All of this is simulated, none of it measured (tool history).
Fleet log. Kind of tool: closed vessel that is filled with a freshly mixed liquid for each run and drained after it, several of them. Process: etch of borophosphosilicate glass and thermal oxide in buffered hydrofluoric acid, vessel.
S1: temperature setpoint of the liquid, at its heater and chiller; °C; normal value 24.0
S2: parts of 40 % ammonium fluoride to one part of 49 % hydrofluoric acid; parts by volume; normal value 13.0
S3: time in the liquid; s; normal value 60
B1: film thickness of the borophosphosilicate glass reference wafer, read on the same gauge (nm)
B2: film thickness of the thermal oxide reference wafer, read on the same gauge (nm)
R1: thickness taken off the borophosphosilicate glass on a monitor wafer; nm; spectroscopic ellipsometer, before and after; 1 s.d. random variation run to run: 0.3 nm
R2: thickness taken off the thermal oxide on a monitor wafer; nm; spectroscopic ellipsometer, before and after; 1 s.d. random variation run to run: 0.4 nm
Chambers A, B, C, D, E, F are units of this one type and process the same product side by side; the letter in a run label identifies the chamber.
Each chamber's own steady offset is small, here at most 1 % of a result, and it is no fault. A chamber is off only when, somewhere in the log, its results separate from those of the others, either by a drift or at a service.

run   hour    S1    S2  S3      B1      B2      R1      R2
 1F    4.0  24.0  13.0  60  39.984  40.006  62.785  51.667
 2D    7.7  24.0  13.0  60  40.022  39.995  62.701  51.620
 3C   13.3  24.0  13.0  60  40.041  39.993  63.509  52.659
 4A   19.2  24.0  13.0  60  39.989  39.958  63.012  51.040
 5E   24.1  24.0  13.0  60  39.988  39.997  63.384  51.094
 6B   28.9  24.0  13.0  60  39.992  39.984  63.282  51.945
 7C   35.4  24.0  13.0  60  39.989  40.011  63.824  52.262
 8F   39.7  24.0  13.0  60  40.049  39.979  63.370  52.272
 9D   45.0  24.0  13.0  60  39.991  40.012  62.221  51.647
10E   49.1  24.0  13.0  60  39.990  40.012  63.598  51.637
11A   54.0  24.0  13.0  60  39.986  39.995  63.060  52.035
12B   58.7  28.5  17.5  60  40.028  40.004  60.058  49.852
13C   64.7  28.5  17.5  60  40.007  39.988  60.343  49.733
14D   67.9  28.5  17.5  60  39.985  40.031  59.408  49.501
15B   71.6  28.5  17.5  60  39.982  39.995  60.076  49.854
16F   76.4  28.5  17.5  60  39.987  40.014  58.965  48.847
17E   80.0  28.5  17.5  60  40.012  39.981  58.883  48.931
18A   85.1  24.0  13.0  60  39.982  39.950  63.048  51.894
19B   91.9  24.0  13.0  60  39.971  39.961  62.802  51.602
20D   96.8  24.0  13.0  60  40.032  39.985  62.799  51.793
21F  101.5  24.0  13.0  60  39.969  40.026  62.617  51.152
22C  107.8  24.0  13.0  60  39.984  40.022  63.411  51.412
23A  111.9  24.0  13.0  60  39.994  40.015  63.489  51.348
24E  115.3  24.0  13.0  60  40.020  39.969  62.838  51.798
25B  121.2  24.0  13.0  60  39.945  39.984  62.865  51.647
26C  126.9  24.0  13.0  60  40.003  40.018  63.253  52.005
27A  130.6  24.0  13.0  60  39.976  39.973  63.435  51.780
28E  134.0  24.0  13.0  60  39.992  40.023  62.860  51.783
29F  140.2  24.0  13.0  60  39.967  39.968  62.882  51.851
30D  143.9  24.0  13.0  60  40.021  39.977  63.168  51.445
31C  149.5  24.0  13.0  60  40.006  39.988  63.550  51.872
32F  154.0  24.0  13.0  60  39.990  40.020  62.800  51.455
33A  159.8  24.0  13.0  60  40.010  39.989  62.956  51.940
34D  166.0  24.0  13.0  60  39.994  40.023  62.647  51.767
35E  172.4  27.0  11.0  60  40.014  40.005  87.392  71.069
36B  176.1  27.0  11.0  60  39.943  39.984  86.678  71.296
37A  181.3  27.0  11.0  60  40.017  39.999  87.224  71.192
38B  187.2  27.0  11.0  60  40.004  40.030  87.331  70.990
39E  193.1  27.0  11.0  60  40.020  39.983  87.471  72.365
40D  199.4  27.0  11.0  60  40.006  39.998  86.936  70.529
41C  202.9  24.0  13.0  60  39.990  40.021  63.381  51.729

For the next run the whole fleet of 6 chambers uses the same settings. Give each chamber's results:
42A  207.8  24.0  13.0  60           ?   ?
42B  207.8  24.0  13.0  60           ?   ?
42C  207.8  24.0  13.0  60           ?   ?
42D  207.8  24.0  13.0  60           ?   ?
42E  207.8  24.0  13.0  60           ?   ?
42F  207.8  24.0  13.0  60           ?   ?

run      R1      R2
42A  63.938  51.595
42B  62.721  51.426
42C  63.235  51.230
42D  62.637  51.723
42E  62.988  51.379
42F  62.992  51.791
